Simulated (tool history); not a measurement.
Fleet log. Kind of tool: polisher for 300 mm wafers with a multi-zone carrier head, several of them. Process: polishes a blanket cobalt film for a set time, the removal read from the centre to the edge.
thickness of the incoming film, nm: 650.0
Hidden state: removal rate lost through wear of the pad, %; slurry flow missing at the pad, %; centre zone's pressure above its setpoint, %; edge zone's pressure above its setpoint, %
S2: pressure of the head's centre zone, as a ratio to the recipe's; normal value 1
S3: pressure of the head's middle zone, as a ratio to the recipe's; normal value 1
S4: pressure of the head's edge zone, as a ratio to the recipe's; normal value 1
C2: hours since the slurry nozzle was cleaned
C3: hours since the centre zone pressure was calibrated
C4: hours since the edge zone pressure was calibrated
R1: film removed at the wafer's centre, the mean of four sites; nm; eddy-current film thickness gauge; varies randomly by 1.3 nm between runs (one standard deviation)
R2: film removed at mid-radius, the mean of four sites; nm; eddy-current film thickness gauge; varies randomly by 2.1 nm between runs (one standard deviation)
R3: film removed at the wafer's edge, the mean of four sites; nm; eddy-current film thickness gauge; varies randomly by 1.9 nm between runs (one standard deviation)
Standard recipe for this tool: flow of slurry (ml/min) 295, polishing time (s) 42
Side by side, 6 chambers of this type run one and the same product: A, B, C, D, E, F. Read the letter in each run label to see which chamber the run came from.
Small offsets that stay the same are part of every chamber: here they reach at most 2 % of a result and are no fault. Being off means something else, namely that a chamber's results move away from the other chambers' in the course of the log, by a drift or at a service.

Run 1F, hour 4.3: usual settings; wafers polished on this pad 869; C2 80.1; C3 999.3; C4 685.2. Result: R1 153.88 nm, R2 155.48 nm, R3 153.29 nm.
At hour 4.4: chamber F: worn pad replaced by a new one.
Run 2C, hour 8.7: usual settings; wafers polished on this pad 652; C2 64.3; C3 54; C4 571.6. Result: R1 160.66 nm, R2 157.28 nm, R3 157.42 nm.
Run 3D, hour 13.5: usual settings; wafers polished on this pad 328; C2 219.2; C3 255.7; C4 399. Result: R1 152.83 nm, R2 153.77 nm, R3 156.45 nm.
Run 4B, hour 17.9: usual settings; wafers polished on this pad 1020; C2 202.5; C3 696.9; C4 964.7. Result: R1 158.78 nm, R2 157.13 nm, R3 157.25 nm.
At hour 19.3: chamber E: slurry nozzle cleaned.
Run 5A, hour 20.8: usual settings; wafers polished on this pad 1182; C2 253.1; C3 1219.4; C4 124.7. Result: R1 156.13 nm, R2 156.89 nm, R3 155.52 nm.
Run 6E, hour 25.1: usual settings but polishing time (s) 34; wafers polished on this pad 497; C2 5.9; C3 821.1; C4 862.7. Result: R1 127.37 nm, R2 126.6 nm, R3 125.14 nm.
At hour 27.6: chamber B: worn pad replaced by a new one.
Run 7C, hour 28.4: usual settings but polishing time (s) 34; wafers polished on this pad 801; C2 84; C3 73.7; C4 591.3. Result: R1 128.21 nm, R2 126.65 nm, R3 128.75 nm.
At hour 31.8: chamber D: edge zone pressure recalibrated.
Run 8F, hour 32.9: usual settings but polishing time (s) 34; wafers polished on this pad 216; C2 108.7; C3 1027.9; C4 713.8. Result: R1 125.46 nm, R2 127.58 nm, R3 123.36 nm.
At hour 35.9: chamber A: worn pad replaced by a new one.
Run 9B, hour 36.6: usual settings but polishing time (s) 34; wafers polished on this pad 68; C2 221.2; C3 715.6; C4 983.4. Result: R1 129.29 nm, R2 127.77 nm, R3 126.95 nm.
Run 10A, hour 41.8: usual settings but polishing time (s) 34; wafers polished on this pad 45; C2 274.1; C3 1240.4; C4 145.7. Result: R1 128.9 nm, R2 124.54 nm, R3 124.89 nm.
Run 11D, hour 46.4: usual settings but polishing time (s) 34; wafers polished on this pad 577; C2 252.1; C3 288.6; C4 14.7. Result: R1 124.83 nm, R2 127.12 nm, R3 128.26 nm.
Run 12E, hour 49.4: usual settings; wafers polished on this pad 681; C2 30.2; C3 845.4; C4 887. Result: R1 158.16 nm, R2 155.35 nm, R3 159.42 nm.
At hour 50.8: chamber E: worn pad replaced by a new one.
Run 13F, hour 53.5: usual settings but flow of slurry (ml/min) 225, polishing time (s) 55; wafers polished on this pad 372; C2 129.3; C3 1048.5; C4 734.4. Result: R1 197.65 nm, R2 200.75 nm, R3 200.01 nm.
Run 14E, hour 56.5: usual settings but flow of slurry (ml/min) 225, polishing time (s) 55; wafers polished on this pad 43; C2 37.3; C3 852.5; C4 894.1. Result: R1 198.32 nm, R2 199.94 nm, R3 196.55 nm.
At hour 57.3: chamber A: centre zone pressure recalibrated.
Run 15D, hour 61.5: usual settings but flow of slurry (ml/min) 225, polishing time (s) 55; wafers polished on this pad 691; C2 267.2; C3 303.7; C4 29.8. Result: R1 196.83 nm, R2 199.46 nm, R3 199.52 nm.
At hour 65.5: chamber B: slurry nozzle cleaned.
Run 16C, hour 66.4: usual settings but flow of slurry (ml/min) 225, polishing time (s) 55; wafers polished on this pad 1089; C2 122; C3 111.7; C4 629.3. Result: R1 198.66 nm, R2 199.09 nm, R3 195.86 nm.
Run 17B, hour 70.6: usual settings but flow of slurry (ml/min) 225, polishing time (s) 55; wafers polished on this pad 326; C2 5.2; C3 749.6; C4 1017.4. Result: R1 199.54 nm, R2 197.23 nm, R3 200.46 nm.
Run 18A, hour 75.7: usual settings but flow of slurry (ml/min) 225, polishing time (s) 55; wafers polished on this pad 301; C2 308; C3 18.4; C4 179.6. Result: R1 219.29 nm, R2 195.7 nm, R3 202.03 nm.
Run 19A, hour 80.2: usual settings; wafers polished on this pad 335; C2 312.5; C3 22.9; C4 184.1. Result: R1 169.25 nm, R2 154.49 nm, R3 159.26 nm.
Run 20C, hour 84.8: usual settings; wafers polished on this pad 1228; C2 140.4; C3 130.1; C4 647.7. Result: R1 157.92 nm, R2 159.63 nm, R3 159.57 nm.
At hour 86: chamber C: worn pad replaced by a new one.
Run 21B, hour 89.8: usual settings; wafers polished on this pad 471; C2 24.4; C3 768.8; C4 1036.6. Result: R1 160.22 nm, R2 155.75 nm, R3 158.25 nm.
Run 22D, hour 94.9: usual settings; wafers polished on this pad 944; C2 300.6; C3 337.1; C4 63.2. Result: R1 156.19 nm, R2 153.7 nm, R3 157.35 nm.
Run 23F, hour 100: usual settings; wafers polished on this pad 724; C2 175.8; C3 1095; C4 780.9. Result: R1 153.81 nm, R2 156.47 nm, R3 158.29 nm.
At hour 100.7: chamber D: centre zone pressure recalibrated.
Run 24E, hour 102.7: usual settings; wafers polished on this pad 392; C2 83.5; C3 898.7; C4 940.3. Result: R1 157.23 nm, R2 158.2 nm, R3 155.54 nm.
Run 25F, hour 107.8: usual settings; wafers polished on this pad 783; C2 183.6; C3 1102.8; C4 788.7. Result: R1 153.6 nm, R2 159.9 nm, R3 153.19 nm.
At hour 110.7: chamber E: centre zone pressure recalibrated.
Run 26C, hour 113.1: usual settings; wafers polished on this pad 205; C2 168.7; C3 158.4; C4 676. Result: R1 156.74 nm, R2 157.55 nm, R3 156.78 nm.
Run 27B, hour 116.4: usual settings; wafers polished on this pad 672; C2 51; C3 795.4; C4 1063.2. Result: R1 160.52 nm, R2 156.97 nm, R3 155.18 nm.
Run 28D, hour 120.3: usual settings but S3 1.11, polishing time (s) 32; wafers polished on this pad 1136; C2 326; C3 19.7; C4 88.6. Result: R1 117.97 nm, R2 127.87 nm, R3 117.01 nm.
At hour 123.3: chamber F: worn pad replaced by a new one.
Run 29E, hour 123.4: usual settings but S3 1.11, polishing time (s) 32; wafers polished on this pad 549; C2 104.2; C3 12.7; C4 961. Result: R1 119.64 nm, R2 131.15 nm, R3 117.53 nm.
Run 30A, hour 128.4: usual settings but S3 1.11, polishing time (s) 32; wafers polished on this pad 700; C2 360.7; C3 71.1; C4 232.3. Result: R1 129.01 nm, R2 129.04 nm, R3 117.21 nm.
Run 31B, hour 131.6: usual settings but S3 1.11, polishing time (s) 32; wafers polished on this pad 787; C2 66.2; C3 810.6; C4 1078.4. Result: R1 121.79 nm, R2 130.58 nm, R3 117.67 nm.
Run 32C, hour 134.3: usual settings but S3 1.11, polishing time (s) 32; wafers polished on this pad 366; C2 189.9; C3 179.6; C4 697.2. Result: R1 120.74 nm, R2 129.74 nm, R3 116.29 nm.
Run 33A, hour 138.2: usual settings but S3 1.11, polishing time (s) 32; wafers polished on this pad 774; C2 370.5; C3 80.9; C4 242.1. Result: R1 127.89 nm, R2 130.31 nm, R3 120.63 nm.
Run 34D, hour 142.5: usual settings; wafers polished on this pad 1305; C2 348.2; C3 41.9; C4 110.8. Result: R1 151.92 nm, R2 151.57 nm, R3 158.15 nm.
At hour 144.5: chamber D: worn pad replaced by a new one.
At hour 145.2: chamber E: worn pad replaced by a new one.
Run 35F, hour 147: usual settings; wafers polished on this pad 180; C2 222.8; C3 1142; C4 827.9. Result: R1 156.06 nm, R2 156.31 nm, R3 155.03 nm.
Run 36E, hour 151.4: usual settings; wafers polished on this pad 47; C2 132.2; C3 40.7; C4 989. Result: R1 157.65 nm, R2 153.62 nm, R3 155.93 nm.
Run 37E, hour 154.9: usual settings; wafers polished on this pad 73; C2 135.7; C3 44.2; C4 992.5. Result: R1 157.61 nm, R2 157.87 nm, R3 155.57 nm.
Run 38A, hour 159.6: usual settings; wafers polished on this pad 936; C2 391.9; C3 102.3; C4 263.5. Result: R1 172.48 nm, R2 155.7 nm, R3 153.89 nm.
Run 39D, hour 162.7: usual settings; wafers polished on this pad 137; C2 368.4; C3 62.1; C4 131. Result: R1 154.8 nm, R2 156.48 nm, R3 154.2 nm.
Run 40F, hour 167.2: usual settings; wafers polished on this pad 333; C2 243; C3 1162.2; C4 848.1. Result: R1 154.26 nm, R2 155.37 nm, R3 154.68 nm.
Run 41B, hour 171.6: usual settings; wafers polished on this pad 1090; C2 106.2; C3 850.6; C4 1118.4. Result: R1 159.17 nm, R2 155.15 nm, R3 154.5 nm.
Run 42C, hour 175.4: usual settings; wafers polished on this pad 677; C2 231; C3 220.7; C4 738.3. Result: R1 156.15 nm, R2 161.93 nm, R3 159.03 nm.
Run 43D, hour 177.7: usual settings; wafers polished on this pad 251; C2 383.4; C3 77.1; C4 146. Result: R1 153.67 nm, R2 155.78 nm, R3 157.28 nm.

Which is it: a chamber that has drifted or been left off by a service, a gauge drift common to all chambers, or only each chamber's usual small offset? If a chamber is off, name it and its likeliest cause.

Chamber A came out of a service off from its peers and stayed that way.
Cause: centre zone's pressure above its setpoint, % = 6.66.

Here are 4 candidates for chamber A's next run, each the usual settings with a change, their results left as question marks. Which one brings its results back in line with what the others give on the usual settings?
Counts as in line when no further than this from what the other chambers average on the usual settings: R1 4.7 nm; R2 7.2 nm; R3 6.6 nm
Run 44A-1, hour 181.7: usual settings but flow of slurry (ml/min) 290, S2 0.89, S3 1.03, S4 1.03. Result: R1 ?, R2 ?, R3 ?.
Run 44A-2, hour 181.7: usual settings but flow of slurry (ml/min) 290, S2 0.93, S3 1.02, S4 1.02. Result: R1 ?, R2 ?, R3 ?.
Run 44A-3, hour 181.7: usual settings but flow of slurry (ml/min) 300, S2 1.11, S3 0.97, S4 0.97, polishing time (s) 43. Result: R1 ?, R2 ?, R3 ?.
Run 44A-4, hour 181.7: usual settings but flow of slurry (ml/min) 300, S2 1.07, S3 0.98, S4 0.98. Result: R1 ?, R2 ?, R3 ?.

What the other chambers average on the usual settings: R1 156.61 nm; R2 156.34 nm; R3 156.18 nm
  run      R1      R2      R3
44A-1  150.41  158.93  159.09
44A-2  157.96  157.47  158.28
44A-3  197.24  154.28  158.29
44A-4  185.08  152.16  155.42
44A-2 is the one that brings the chamber's results back in line with the other chambers.
